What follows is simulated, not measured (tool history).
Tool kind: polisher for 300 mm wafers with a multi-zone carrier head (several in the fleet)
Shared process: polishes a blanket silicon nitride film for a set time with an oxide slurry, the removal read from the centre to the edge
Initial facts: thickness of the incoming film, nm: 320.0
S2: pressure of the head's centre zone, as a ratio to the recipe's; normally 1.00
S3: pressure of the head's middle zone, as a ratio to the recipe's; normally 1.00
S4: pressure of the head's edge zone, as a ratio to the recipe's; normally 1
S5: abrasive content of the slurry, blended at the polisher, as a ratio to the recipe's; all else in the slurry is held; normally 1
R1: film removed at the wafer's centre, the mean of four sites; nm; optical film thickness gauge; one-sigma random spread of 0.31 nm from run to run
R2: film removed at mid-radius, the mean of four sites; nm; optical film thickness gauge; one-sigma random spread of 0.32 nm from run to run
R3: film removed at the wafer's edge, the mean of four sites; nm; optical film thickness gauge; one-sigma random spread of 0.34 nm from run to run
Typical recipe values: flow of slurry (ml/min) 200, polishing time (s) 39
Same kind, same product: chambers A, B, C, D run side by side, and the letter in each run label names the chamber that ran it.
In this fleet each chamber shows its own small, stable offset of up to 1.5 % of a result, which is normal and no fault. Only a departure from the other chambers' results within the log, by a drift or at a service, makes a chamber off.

At hour 3.5: chamber B: worn pad replaced by a new one.
At hour 4.1: chamber C: worn pad replaced by a new one.
At hour 4.3: chamber D: worn pad replaced by a new one.
At hour 10.9: chamber A: worn pad replaced by a new one.
Run 1A, hour 12.4: usual settings. Result: R1 28.632 nm, R2 28.192 nm, R3 28.589 nm.
Run 2D, hour 20.6: usual settings. Result: R1 28.429 nm, R2 28.995 nm, R3 28.062 nm.
Run 3B, hour 31.6: usual settings. Result: R1 28.736 nm, R2 28.283 nm, R3 28.823 nm.
At hour 41.4: chamber A: slurry nozzle cleaned.
At hour 44.6: chamber A: edge zone pressure recalibrated.
Run 4C, hour 45.9: usual settings. Result: R1 28.727 nm, R2 28.489 nm, R3 28.172 nm.
Run 5B, hour 62.1: usual settings. Result: R1 28.428 nm, R2 28.730 nm, R3 28.943 nm.
Run 6D, hour 72.3: usual settings. Result: R1 27.706 nm, R2 29.154 nm, R3 28.535 nm.
At hour 76.8: chamber C: worn pad replaced by a new one.
At hour 77.2: chamber D: worn pad replaced by a new one.
At hour 79.8: chamber B: worn pad replaced by a new one.
Run 7A, hour 81.1: usual settings. Result: R1 28.266 nm, R2 28.119 nm, R3 28.925 nm.
At hour 82.3: chamber A: worn pad replaced by a new one.
Run 8C, hour 92.8: usual settings but polishing time (s) 50. Result: R1 36.861 nm, R2 36.194 nm, R3 37.417 nm.
Run 9B, hour 106.0: usual settings but polishing time (s) 50. Result: R1 37.112 nm, R2 36.949 nm, R3 36.747 nm.
Run 10C, hour 120.0: usual settings but polishing time (s) 50. Result: R1 36.961 nm, R2 36.290 nm, R3 36.079 nm.
At hour 122.4: chamber D: edge zone pressure recalibrated.
At hour 130.7: chamber A: centre zone pressure recalibrated.
At hour 133.2: chamber C: worn pad replaced by a new one.
Run 11D, hour 133.6: usual settings but polishing time (s) 50. Result: R1 36.780 nm, R2 36.806 nm, R3 36.621 nm.
At hour 141.7: chamber A: worn pad replaced by a new one.
Run 12A, hour 147.1: usual settings. Result: R1 28.759 nm, R2 28.530 nm, R3 29.274 nm.
Run 13A, hour 155.3: usual settings but S3 0.93. Result: R1 27.824 nm, R2 26.517 nm, R3 28.943 nm.
At hour 156.9: chamber D: worn pad replaced by a new one.
At hour 162.5: chamber B: centre zone pressure recalibrated.
At hour 165.3: chamber B: worn pad replaced by a new one.
Run 14D, hour 169.9: usual settings but S3 0.93. Result: R1 28.336 nm, R2 26.757 nm, R3 29.035 nm.
Run 15C, hour 181.1: usual settings but S3 0.93. Result: R1 29.298 nm, R2 26.394 nm, R3 28.738 nm.
At hour 196.4: chamber C: worn pad replaced by a new one.
Run 16B, hour 196.5: usual settings but S3 0.93. Result: R1 28.918 nm, R2 26.970 nm, R3 29.022 nm.
At hour 197.6: chamber A: worn pad replaced by a new one.
Run 17C, hour 208.7: usual settings. Result: R1 30.409 nm, R2 28.316 nm, R3 28.905 nm.
Run 18A, hour 217.3: usual settings. Result: R1 28.606 nm, R2 28.168 nm, R3 28.685 nm.
Run 19B, hour 226.7: usual settings. Result: R1 29.038 nm, R2 28.597 nm, R3 28.147 nm.
At hour 231.5: chamber B: worn pad replaced by a new one.
Run 20D, hour 235.4: usual settings. Result: R1 28.361 nm, R2 28.385 nm, R3 27.872 nm.
At hour 239.4: chamber D: worn pad replaced by a new one.
Run 21A, hour 251.0: usual settings. Result: R1 28.423 nm, R2 28.429 nm, R3 28.480 nm.
At hour 252.8: chamber C: worn pad replaced by a new one.
Run 22D, hour 265.5: usual settings. Result: R1 28.687 nm, R2 28.350 nm, R3 28.222 nm.
Run 23B, hour 276.8: usual settings. Result: R1 28.992 nm, R2 28.372 nm, R3 28.949 nm.
Run 24C, hour 284.0: usual settings but flow of slurry (ml/min) 260, S2 1.07. Result: R1 33.605 nm, R2 29.377 nm, R3 29.432 nm.
Run 25C, hour 293.2: usual settings but flow of slurry (ml/min) 260, S2 1.07. Result: R1 34.608 nm, R2 29.178 nm, R3 29.109 nm.
Run 26D, hour 304.1: usual settings but flow of slurry (ml/min) 260, S2 1.07. Result: R1 31.937 nm, R2 29.738 nm, R3 29.005 nm.
At hour 312.8: chamber B: worn pad replaced by a new one.
Run 27B, hour 317.5: usual settings but flow of slurry (ml/min) 260, S2 1.07. Result: R1 31.759 nm, R2 29.646 nm, R3 28.898 nm.

Read the log: is a single chamber off, either drifting away or since a service, is the gauge that measures every chamber drifting, or is nothing wrong beyond small per-chamber offsets? Name any odd chamber and what most likely caused it.

Chamber C drifts away from the others.
What lies behind it: centre zone's pressure above its setpoint, % = 7.01.

Below are 4 candidate recipes for chamber C's next run, each the usual settings with a change, their results shown as question marks. Which of them brings C's results back in line with what the other chambers give on the usual settings?
Counts as in line when no further than this from what the other chambers average on the usual settings: R1 1.100 nm; R2 1.100 nm; R3 1.200 nm
Run 28C-1, hour 329.4: usual settings but flow of slurry (ml/min) 195, S2 0.94, S3 1.02, S4 1.02. Result: R1 ?, R2 ?, R3 ?.
Run 28C-2, hour 329.4: usual settings but flow of slurry (ml/min) 190, S2 0.87, S3 1.04, S4 1.04. Result: R1 ?, R2 ?, R3 ?.
Run 28C-3, hour 329.4: usual settings but flow of slurry (ml/min) 210, S2 1.13, S3 0.96, S4 0.96, polishing time (s) 40. Result: R1 ?, R2 ?, R3 ?.
Run 28C-4, hour 329.4: usual settings but flow of slurry (ml/min) 205, S2 1.06, S3 0.98, S4 0.98. Result: R1 ?, R2 ?, R3 ?.

The mean the other chambers reach with the usual settings: R1 28.524 nm; R2 28.446 nm; R3 28.532 nm
  run      R1      R2      R3
28C-1  28.756  28.696  28.622
28C-2  26.281  29.114  28.825
28C-3  36.494  28.095  28.698
28C-4  33.069  27.836  28.200
It is 28C-1 that realigns the chamber with its peers.
